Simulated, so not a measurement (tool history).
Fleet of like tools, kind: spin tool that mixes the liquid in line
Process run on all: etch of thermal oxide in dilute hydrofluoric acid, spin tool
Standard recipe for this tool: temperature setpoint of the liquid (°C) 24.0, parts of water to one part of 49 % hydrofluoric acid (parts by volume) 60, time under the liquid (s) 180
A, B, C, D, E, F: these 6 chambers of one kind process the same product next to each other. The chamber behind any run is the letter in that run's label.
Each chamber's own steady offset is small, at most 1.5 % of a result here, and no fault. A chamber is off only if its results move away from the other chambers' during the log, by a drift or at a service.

run	day	temperature setpoint of the liquid (°C)	parts of water to one part of 49 % hydrofluoric acid (parts by volume)	time under the liquid (s)	hours since the thermometer was replaced	hours since the hydrofluoric acid flow meter was replaced	read-back film thickness of the thermal oxide reference wafer, read on the same gauge (nm)	thickness taken off the thermal oxide on a monitor wafer (Å)
1D	0.292	24.0	60	180	845.9	348.7	99.976	152.95
2F	0.658	24.0	60	180	2175.8	2102.0	100.040	150.63
3B	1.000	24.0	60	180	395.8	1069.3	100.010	152.91
4A	1.317	24.0	60	180	1118.9	167.5	100.020	153.57
5C	1.692	24.0	60	180	852.3	441.6	99.988	153.98
6E	1.892	24.0	60	180	612.4	1538.9	100.010	157.88
7F	2.238	24.0	60	180	2213.7	2139.9	99.985	152.14
8D	2.558	24.0	60	180	900.3	403.1	99.995	152.83
9E	2.846	24.0	60	180	635.3	1561.8	99.962	157.03
10B	3.158	24.0	60	180	447.6	1121.1	100.000	153.63
11A	3.421	24.0	60	180	1169.4	218.0	100.030	154.91
12C	3.783	24.0	60	180	902.5	491.8	99.953	156.14
13E	3.983	21.5	30	180	662.6	1589.1	100.010	289.41
14D	4.388	21.5	30	180	944.2	447.0	100.000	286.19
# day 4.479: chamber C: hydrofluoric acid flow meter replaced
15F	4.617	21.5	30	180	2270.8	2197.0	99.986	283.23
16C	4.917	21.5	30	180	929.7	10.6	99.993	291.47
17A	5.304	21.5	30	180	1214.6	263.2	100.020	286.94
18B	5.492	21.5	30	180	503.6	1177.1	100.010	287.73
# day 5.729: chamber F: hydrofluoric acid flow meter replaced
19D	5.746	24.0	60	180	976.8	479.6	100.010	152.33
20B	5.938	24.0	60	180	514.3	1187.8	100.020	151.28
21F	6.271	24.0	60	180	2310.5	13.0	100.050	154.23
22A	6.588	24.0	60	180	1245.4	294.0	99.995	151.80
23E	6.821	24.0	60	180	730.7	1657.2	100.030	155.91
24C	7.200	24.0	60	180	984.5	65.4	100.030	155.64
25D	7.421	24.0	60	180	1017.0	519.8	100.010	152.43
26A	7.642	24.0	60	180	1270.7	319.3	99.991	150.58
27E	8.008	24.0	60	180	759.2	1685.7	100.040	157.22
28C	8.262	24.0	60	180	1010.0	90.9	100.020	159.28
29B	8.571	28.5	60	180	577.5	1251.0	100.000	183.95
30F	8.783	28.5	60	180	2370.8	73.3	99.982	184.36
31F	8.988	28.5	60	180	2375.7	78.2	99.974	179.13
32B	9.379	28.5	60	180	596.9	1270.4	100.010	179.37
33A	9.754	28.5	60	180	1321.4	370.0	100.030	175.50
34E	10.025	28.5	60	180	807.6	1734.1	100.000	185.97
35C	10.338	24.0	60	180	1059.8	140.7	100.020	154.23
36D	10.688	24.0	60	180	1095.4	598.2	100.020	154.88
37A	11.079	24.0	60	180	1353.2	401.8	99.980	146.36
38B	11.458	24.0	60	180	646.8	1320.3	100.010	149.79
39D	11.846	24.0	60	180	1123.2	626.0	99.987	152.80
40C	12.125	22.5	60	180	1102.7	183.6	99.978	147.29
41F	12.529	22.5	60	180	2460.7	163.2	100.020	143.47

Which is it: a chamber that has drifted or been left off by a service, a gauge drift common to all chambers, or only each chamber's usual small offset? If a chamber is off, name it and its likeliest cause.

One chamber, A, drifts off from the rest bit by bit.
What lies behind it: hydrofluoric acid flow below the setpoint (%) = 6.53.
The log may not separate it from: liquid colder than its thermometer reads (K).

Below are 4 candidate recipes for chamber A's next run, each the usual settings with a change, their results shown as question marks. Which of them brings A's results back in line with what the other chambers give on the usual settings?
Maximum distance from the other chambers' mean on the usual settings for a result to count as in line: thickness taken off the thermal oxide on a monitor wafer (Å) 5.20
42A-1	12.829	23.5	60	180				?
42A-2	12.829	24.0	60	195				?
42A-3	12.829	24.0	60	185				?
42A-4	12.829	24.0	65	180				?

The other chambers' mean on the usual settings: thickness taken off the thermal oxide on a monitor wafer (Å) 154.02
run	thickness taken off the thermal oxide on a monitor wafer (Å)
42A-1	138.21
42A-2	152.82
42A-3	144.98
42A-4	129.15
42A-2 brings the chamber back in line.
